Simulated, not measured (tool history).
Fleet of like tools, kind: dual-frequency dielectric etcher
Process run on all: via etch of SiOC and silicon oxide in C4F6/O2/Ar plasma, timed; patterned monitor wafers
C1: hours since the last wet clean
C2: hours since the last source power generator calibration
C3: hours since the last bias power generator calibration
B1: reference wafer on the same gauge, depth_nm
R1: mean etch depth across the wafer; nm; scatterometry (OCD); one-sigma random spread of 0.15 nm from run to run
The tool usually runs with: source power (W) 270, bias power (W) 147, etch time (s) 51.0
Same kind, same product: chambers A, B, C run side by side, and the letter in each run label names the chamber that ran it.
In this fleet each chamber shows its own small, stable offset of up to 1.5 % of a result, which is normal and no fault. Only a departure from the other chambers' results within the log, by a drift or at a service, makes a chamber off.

run 1B hour=12.1 | source_power_(W)=270 bias_power_(W)=147 etch_time_(s)=51.0 | C1=436.1 C2=3671.2 C3=264.3 | B1=37.200 | R1=46.089
run 2A hour=22.3 | source_power_(W)=270 bias_power_(W)=147 etch_time_(s)=51.0 | C1=312.4 C2=2010.6 C3=218.1 | B1=37.184 | R1=46.929
-- hour=32.8 chamber B: wet clean of the chamber
run 3C hour=33.1 | source_power_(W)=270 bias_power_(W)=147 etch_time_(s)=51.0 | C1=386.8 C2=1533.3 C3=792.3 | B1=37.239 | R1=45.388
run 4A hour=41.9 | source_power_(W)=270 bias_power_(W)=147 etch_time_(s)=51.0 | C1=332.0 C2=2030.2 C3=237.7 | B1=37.206 | R1=46.811
-- hour=50.0 chamber B: source power generator calibrated
run 5B hour=51.6 | source_power_(W)=300 bias_power_(W)=147 etch_time_(s)=51.0 | C1=18.8 C2=1.7 C3=303.8 | B1=37.206 | R1=47.690
run 6C hour=57.5 | source_power_(W)=300 bias_power_(W)=147 etch_time_(s)=51.0 | C1=411.2 C2=1557.7 C3=816.7 | B1=37.205 | R1=47.573
run 7C hour=65.2 | source_power_(W)=300 bias_power_(W)=147 etch_time_(s)=51.0 | C1=418.9 C2=1565.4 C3=824.4 | B1=37.189 | R1=47.646
run 8A hour=74.7 | source_power_(W)=330 bias_power_(W)=147 etch_time_(s)=37.5 | C1=364.8 C2=2063.0 C3=270.5 | B1=37.235 | R1=37.157
run 9B hour=80.4 | source_power_(W)=330 bias_power_(W)=147 etch_time_(s)=37.5 | C1=47.6 C2=30.5 C3=332.6 | B1=37.225 | R1=36.427
-- hour=88.3 chamber A: wet clean of the chamber
run 10A hour=90.4 | source_power_(W)=330 bias_power_(W)=147 etch_time_(s)=37.5 | C1=2.1 C2=2078.7 C3=286.2 | B1=37.206 | R1=37.269
run 11C hour=101.7 | source_power_(W)=270 bias_power_(W)=147 etch_time_(s)=51.0 | C1=455.4 C2=1601.9 C3=860.9 | B1=37.227 | R1=45.808
run 12B hour=108.9 | source_power_(W)=270 bias_power_(W)=147 etch_time_(s)=51.0 | C1=76.1 C2=59.0 C3=361.1 | B1=37.219 | R1=45.876
run 13B hour=121.5 | source_power_(W)=270 bias_power_(W)=147 etch_time_(s)=51.0 | C1=88.7 C2=71.6 C3=373.7 | B1=37.201 | R1=45.568
run 14C hour=128.4 | source_power_(W)=240 bias_power_(W)=147 etch_time_(s)=64.0 | C1=482.1 C2=1628.6 C3=887.6 | B1=37.204 | R1=54.667
run 15A hour=139.9 | source_power_(W)=240 bias_power_(W)=147 etch_time_(s)=64.0 | C1=51.6 C2=2128.2 C3=335.7 | B1=37.186 | R1=55.911
run 16A hour=148.6 | source_power_(W)=240 bias_power_(W)=147 etch_time_(s)=64.0 | C1=60.3 C2=2136.9 C3=344.4 | B1=37.215 | R1=56.025
run 17B hour=154.4 | source_power_(W)=270 bias_power_(W)=130 etch_time_(s)=56.0 | C1=121.6 C2=104.5 C3=406.6 | B1=37.208 | R1=48.463
-- hour=159.2 chamber C: source power generator calibrated
run 18C hour=162.0 | source_power_(W)=270 bias_power_(W)=130 etch_time_(s)=56.0 | C1=515.7 C2=2.9 C3=921.2 | B1=37.155 | R1=48.155
run 19B hour=171.9 | source_power_(W)=270 bias_power_(W)=130 etch_time_(s)=56.0 | C1=139.1 C2=122.0 C3=424.1 | B1=37.182 | R1=48.932
run 20C hour=181.4 | source_power_(W)=270 bias_power_(W)=147 etch_time_(s)=51.0 | C1=535.1 C2=22.3 C3=940.6 | B1=37.190 | R1=45.262
run 21A hour=191.1 | source_power_(W)=270 bias_power_(W)=147 etch_time_(s)=51.0 | C1=102.8 C2=2179.4 C3=386.9 | B1=37.175 | R1=46.751
run 22A hour=198.4 | source_power_(W)=270 bias_power_(W)=147 etch_time_(s)=51.0 | C1=110.1 C2=2186.7 C3=394.2 | B1=37.178 | R1=46.867
run 23C hour=206.1 | source_power_(W)=270 bias_power_(W)=147 etch_time_(s)=51.0 | C1=559.8 C2=47.0 C3=965.3 | B1=37.196 | R1=45.019
run 24B hour=215.7 | source_power_(W)=270 bias_power_(W)=147 etch_time_(s)=51.0 | C1=182.9 C2=165.8 C3=467.9 | B1=37.174 | R1=45.751
run 25C hour=227.0 | source_power_(W)=270 bias_power_(W)=147 etch_time_(s)=51.0 | C1=580.7 C2=67.9 C3=986.2 | B1=37.232 | R1=44.753
run 26B hour=238.1 | source_power_(W)=240 bias_power_(W)=174 etch_time_(s)=51.0 | C1=205.3 C2=188.2 C3=490.3 | B1=37.206 | R1=46.354
run 27A hour=246.0 | source_power_(W)=240 bias_power_(W)=174 etch_time_(s)=51.0 | C1=157.7 C2=2234.3 C3=441.8 | B1=37.169 | R1=47.188
run 28B hour=256.1 | source_power_(W)=240 bias_power_(W)=174 etch_time_(s)=51.0 | C1=223.3 C2=206.2 C3=508.3 | B1=37.194 | R1=46.552
run 29C hour=265.4 | source_power_(W)=270 bias_power_(W)=147 etch_time_(s)=51.0 | C1=619.1 C2=106.3 C3=1024.6 | B1=37.202 | R1=44.623
run 30A hour=273.7 | source_power_(W)=210 bias_power_(W)=175 etch_time_(s)=51.0 | C1=185.4 C2=2262.0 C3=469.5 | B1=37.188 | R1=44.866
run 31C hour=280.6 | source_power_(W)=210 bias_power_(W)=175 etch_time_(s)=51.0 | C1=634.3 C2=121.5 C3=1039.8 | B1=37.190 | R1=42.668
run 32A hour=290.2 | source_power_(W)=210 bias_power_(W)=175 etch_time_(s)=51.0 | C1=201.9 C2=2278.5 C3=486.0 | B1=37.193 | R1=44.747
run 33B hour=301.3 | source_power_(W)=270 bias_power_(W)=174 etch_time_(s)=51.0 | C1=268.5 C2=251.4 C3=553.5 | B1=37.207 | R1=48.481
run 34A hour=309.6 | source_power_(W)=270 bias_power_(W)=174 etch_time_(s)=51.0 | C1=221.3 C2=2297.9 C3=505.4 | B1=37.230 | R1=49.184
run 35B hour=315.9 | source_power_(W)=270 bias_power_(W)=174 etch_time_(s)=51.0 | C1=283.1 C2=266.0 C3=568.1 | B1=37.182 | R1=48.245
run 36C hour=325.8 | source_power_(W)=270 bias_power_(W)=147 etch_time_(s)=51.0 | C1=679.5 C2=166.7 C3=1085.0 | B1=37.177 | R1=44.092
run 37A hour=335.5 | source_power_(W)=270 bias_power_(W)=147 etch_time_(s)=51.0 | C1=247.2 C2=2323.8 C3=531.3 | B1=37.211 | R1=46.888
run 38C hour=343.1 | source_power_(W)=270 bias_power_(W)=147 etch_time_(s)=51.0 | C1=696.8 C2=184.0 C3=1102.3 | B1=37.216 | R1=44.109
run 39B hour=349.7 | source_power_(W)=270 bias_power_(W)=147 etch_time_(s)=51.0 | C1=316.9 C2=299.8 C3=601.9 | B1=37.187 | R1=46.221

Is one chamber out of step, is the gauge drifting, or do the chambers differ by no more than their own small offsets? For an off chamber, give its letter and the likeliest cause.

One chamber, C, drifts off from the rest bit by bit.
Most likely cause: etch rate under this chamber's usual, % = 3.85.

Chamber C could run next with any of the 4 candidate recipes listed below; each alters the usual settings, and their results appear as question marks. Which one brings its results back in line with what the other chambers deliver on the usual settings?
Counts as in line when no further than this from what the other chambers average on the usual settings: R1 0.530 nm
run 40C-1 hour=359.0 | source_power_(W)=230 bias_power_(W)=130 etch_time_(s)=51.0 | R1=?
run 40C-2 hour=359.0 | source_power_(W)=270 bias_power_(W)=146 etch_time_(s)=48.5 | R1=?
run 40C-3 hour=359.0 | source_power_(W)=270 bias_power_(W)=148 etch_time_(s)=53.5 | R1=?
run 40C-4 hour=359.0 | source_power_(W)=280 bias_power_(W)=150 etch_time_(s)=55.0 | R1=?

The other chambers' mean on the usual settings: R1 46.326 nm
run=40C-1 R1=39.583
run=40C-2 R1=41.628
run=40C-3 R1=46.121
run=40C-4 R1=48.308
It is 40C-3 that realigns the chamber with its peers.
